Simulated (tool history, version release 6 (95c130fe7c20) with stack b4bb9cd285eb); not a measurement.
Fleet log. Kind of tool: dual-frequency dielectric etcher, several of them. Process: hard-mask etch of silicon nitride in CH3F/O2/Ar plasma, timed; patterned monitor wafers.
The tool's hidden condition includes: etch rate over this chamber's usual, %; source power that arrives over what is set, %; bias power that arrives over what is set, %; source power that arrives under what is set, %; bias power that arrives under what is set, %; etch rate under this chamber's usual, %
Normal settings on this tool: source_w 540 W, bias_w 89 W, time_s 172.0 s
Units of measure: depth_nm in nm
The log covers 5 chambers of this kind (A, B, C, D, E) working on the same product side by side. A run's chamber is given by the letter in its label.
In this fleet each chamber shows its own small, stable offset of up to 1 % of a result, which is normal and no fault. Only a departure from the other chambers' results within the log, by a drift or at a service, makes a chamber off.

run     day  source_w  bias_w  time_s  hours since the last wet clean  hours since the last source power generator calibration  hours since the last bias power generator calibration  read-back reference wafer on the same gauge, depth_nm  depth_nm
 1A   0.571       540      89   172.0                           344.6                                                    943.4                                                  476.4                                                 155.97    144.68
 2B   0.921       540      89   172.0                           472.9                                                    505.6                                                 2805.3                                                 155.98    144.92
      0.938  -- chamber A: wet clean of the chamber
 3D   1.450       540      89   172.0                           370.4                                                   2389.1                                                  332.3                                                 156.03    145.17
 4C   1.933       540      89   172.0                           451.8                                                   2221.1                                                 1058.2                                                 156.02    143.96
      2.142  -- chamber C: wet clean of the chamber
 5E   2.283       430      82   172.0                           401.6                                                   1118.3                                                  601.8                                                 155.95    128.49
 6E   2.642       430      82   172.0                           410.2                                                   1126.9                                                  610.4                                                 156.00    128.86
 7A   2.975       430      82   172.0                            48.9                                                   1001.1                                                  534.1                                                 155.94    128.83
 8B   3.517       430      82   172.0                           535.2                                                    567.9                                                 2867.6                                                 155.96    128.65
 9C   3.796       430      82   172.0                            39.7                                                   2265.8                                                 1102.9                                                 155.95    127.89
10D   4.088       540      89   172.0                           433.7                                                   2452.4                                                  395.6                                                 156.01    144.73
11E   4.546       540      89   172.0                           455.9                                                   1172.6                                                  656.1                                                 156.01    144.23
      4.550  -- chamber D: wet clean of the chamber
12D   4.896       540      89   172.0                             8.3                                                   2471.8                                                  415.0                                                 155.97    144.84
13C   5.158       540      89   172.0                            72.4                                                   2298.5                                                 1135.6                                                 155.92    143.83
14B   5.429       540      89   172.0                           581.1                                                    613.8                                                 2913.5                                                 156.05    144.24
      5.542  -- chamber B: wet clean of the chamber
15A   5.754       540      89   172.0                           115.6                                                   1067.8                                                  600.8                                                 156.01    144.82
16C   6.158       590      77   172.0                            96.4                                                   2322.5                                                 1159.6                                                 156.00    141.87
      6.421  -- chamber E: wet clean of the chamber
17B   6.500       590      77   172.0                            23.1                                                    639.5                                                 2939.2                                                 155.98    141.83
18E   6.896       590      77   172.0                            11.4                                                   1229.0                                                  712.5                                                 156.04    142.18
19A   7.321       590      77   172.0                           153.2                                                   1105.4                                                  638.4                                                 155.93    142.08
20D   7.821       590      77   172.0                            78.5                                                   2542.0                                                  485.2                                                 156.08    143.10
21D   8.108       540      89   172.0                            85.4                                                   2548.9                                                  492.1                                                 155.94    144.53
22E   8.642       540      89   172.0                            53.3                                                   1270.9                                                  754.4                                                 155.95    144.48
23B   9.125       540      89   202.5                            86.1                                                    702.5                                                 3002.2                                                 155.99    169.19
24A   9.462       540      89   202.5                           204.6                                                   1156.8                                                  689.8                                                 156.02    170.50
25C   9.925       540      89   202.5                           186.8                                                   2412.9                                                 1250.0                                                 155.92    169.05
26E  10.371       540      89   202.5                            94.8                                                   1312.4                                                  795.9                                                 155.99    170.14
27C  10.704       540      89   202.5                           205.5                                                   2431.6                                                 1268.7                                                 156.05    168.86
28A  11.121       540      89   172.0                           244.4                                                   1196.6                                                  729.6                                                 155.98    144.30
29D  11.658       540      89   172.0                           170.6                                                   2634.1                                                  577.3                                                 155.98    145.43
30B  12.246       540      89   172.0                           161.0                                                    777.4                                                 3077.1                                                 155.98    143.12
31D  12.658       450      89   136.5                           194.6                                                   2658.1                                                  601.3                                                 155.93    107.63
32C  13.038       450      89   136.5                           261.5                                                   2487.6                                                 1324.7                                                 156.04    106.65
33E  13.388       450      89   136.5                           167.2                                                   1384.8                                                  868.3                                                 155.97    106.95
34A  13.904       450      89   136.5                           311.2                                                   1263.4                                                  796.4                                                 156.03    107.07
35B  14.408       450      89   136.5                           212.9                                                    829.3                                                 3129.0                                                 155.89    105.91
36E  14.871       540      89   172.0                           202.8                                                   1420.4                                                  903.9                                                 155.96    144.41
37B  15.138       540      89   172.0                           230.4                                                    846.8                                                 3146.5                                                 155.93    142.92
     15.717  -- chamber A: wet clean of the chamber
38A  15.729       540      89   172.0                             0.4                                                   1307.2                                                  840.2                                                 156.03    144.27
39C  16.208       540      89   172.0                           337.6                                                   2563.7                                                 1400.8                                                 156.03    143.87
40D  16.488       540      89   172.0                           286.5                                                   2750.0                                                  693.2                                                 156.07    145.53

Is one chamber out of step, is the gauge drifting, or do the chambers differ by no more than their own small offsets? For an off chamber, give its letter and the likeliest cause.

One chamber, B, drifts off from the rest bit by bit.
What lies behind it: source power that arrives under what is set, % = 4.18.
It could be hard to tell apart here from: bias power that arrives under what is set, %.

Here are 4 candidates for chamber B's next run, each the usual settings with a change, their results left as question marks. Which one brings its results back in line with what the others give on the usual settings?
In line means no further than this from the other chambers' mean on the usual settings: depth_nm 1.20 nm
41B-1  16.912       540      90   176.0                                                                                                                                                                                                                ?
41B-2  16.912       540      88   168.0                                                                                                                                                                                                                ?
41B-3  16.912       540      89   170.0                                                                                                                                                                                                                ?
41B-4  16.912       540      89   174.0                                                                                                                                                                                                                ?

What the other chambers average on the usual settings: depth_nm 144.43 nm
  run  depth_nm
41B-1    146.50
41B-2    138.76
41B-3    140.96
41B-4    144.28
41B-4 puts the chamber back in line with the other chambers.
